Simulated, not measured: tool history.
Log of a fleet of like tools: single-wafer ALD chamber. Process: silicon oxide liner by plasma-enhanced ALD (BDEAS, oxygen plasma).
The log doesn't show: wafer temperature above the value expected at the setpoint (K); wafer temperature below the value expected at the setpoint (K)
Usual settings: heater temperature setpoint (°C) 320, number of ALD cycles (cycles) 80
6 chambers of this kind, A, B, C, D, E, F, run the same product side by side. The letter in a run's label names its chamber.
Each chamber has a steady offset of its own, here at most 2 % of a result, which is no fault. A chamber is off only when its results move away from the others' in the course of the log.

run,day,heater temperature setpoint (°C),number of ALD cycles (cycles),hours since the last thermocouple change,"read-back reference wafer on the same gauge, thickness_nm",mean film thickness on the monitor wafer (nm)
1E,0.192,320,80,1437.3,8.1019,7.2482
2A,0.375,320,80,1191.9,8.0994,7.3552
3F,0.500,320,80,1171.2,8.1039,7.2333
4C,0.717,320,80,1355.8,8.1037,7.1419
5D,0.967,320,80,536.3,8.1048,7.2014
6B,1.142,320,80,910.0,8.1032,7.2533
7E,1.288,320,80,1463.6,8.1071,7.2541
8B,1.529,320,80,919.3,8.1055,7.2638
9A,1.712,320,80,1224.0,8.1071,7.3560
10D,1.917,320,80,559.1,8.1094,7.2003
11C,2.129,320,80,1389.7,8.1112,7.1355
12F,2.283,320,80,1214.0,8.1104,7.2300
13A,2.554,320,80,1244.2,8.1117,7.3421
14E,2.738,320,80,1498.4,8.1100,7.2733
15B,3.000,320,80,954.6,8.1136,7.2639
16F,3.217,320,80,1236.4,8.1136,7.2234
17C,3.404,320,80,1420.3,8.1161,7.1566
18D,3.596,320,80,599.4,8.1170,7.2130
19B,3.858,320,80,975.2,8.1178,7.2743
20A,4.029,320,66,1279.6,8.1187,6.0617
21E,4.292,320,66,1535.7,8.1154,6.0023
22F,4.542,320,66,1268.2,8.1214,5.9888
23D,4.758,320,66,627.3,8.1202,5.9526
24C,5.029,320,66,1459.3,8.1234,5.9039
25F,5.221,320,66,1284.5,8.1225,5.9719
26C,5.450,320,80,1469.4,8.1233,7.1594
27E,5.612,320,80,1567.4,8.1238,7.2925
28A,5.854,320,80,1323.4,8.1280,7.3557
29B,6.108,320,80,1029.2,8.1259,7.2779
30D,6.233,320,80,662.7,8.1269,7.2276
31C,6.488,320,80,1494.3,8.1276,7.1474
# day 6.542: chamber A: thermocouple changed; heater temperature recalibrated
32B,6.717,320,80,1043.8,8.1293,7.2825
33A,6.908,320,80,8.9,8.1286,7.3762
34E,7.083,315,71,1602.7,8.1315,6.5061
35F,7.312,315,71,1334.7,8.1328,6.4923
36D,7.442,315,71,691.7,8.1325,6.4577
# day 7.542: chamber C: thermocouple changed; heater temperature recalibrated
37D,7.712,315,71,698.2,8.1342,6.4674
38B,7.829,315,71,1070.5,8.1342,6.5202
39E,8.062,315,71,1626.2,8.1350,6.5125
40A,8.229,320,80,40.6,8.1377,7.3809
41F,8.471,320,80,1362.5,8.1361,7.2389
42C,8.683,320,80,27.5,8.1380,7.1686

All 6 chambers run these settings next. Forecast each chamber's results:
43A,8.879,320,80,,,?
43B,8.879,320,80,,,?
43C,8.879,320,80,,,?
43D,8.879,320,80,,,?
43E,8.879,320,80,,,?
43F,8.879,320,80,,,?

run,mean film thickness on the monitor wafer (nm)
43A,7.3964
43B,7.2868
43C,7.1693
43D,7.2428
43E,7.2894
43F,7.2372
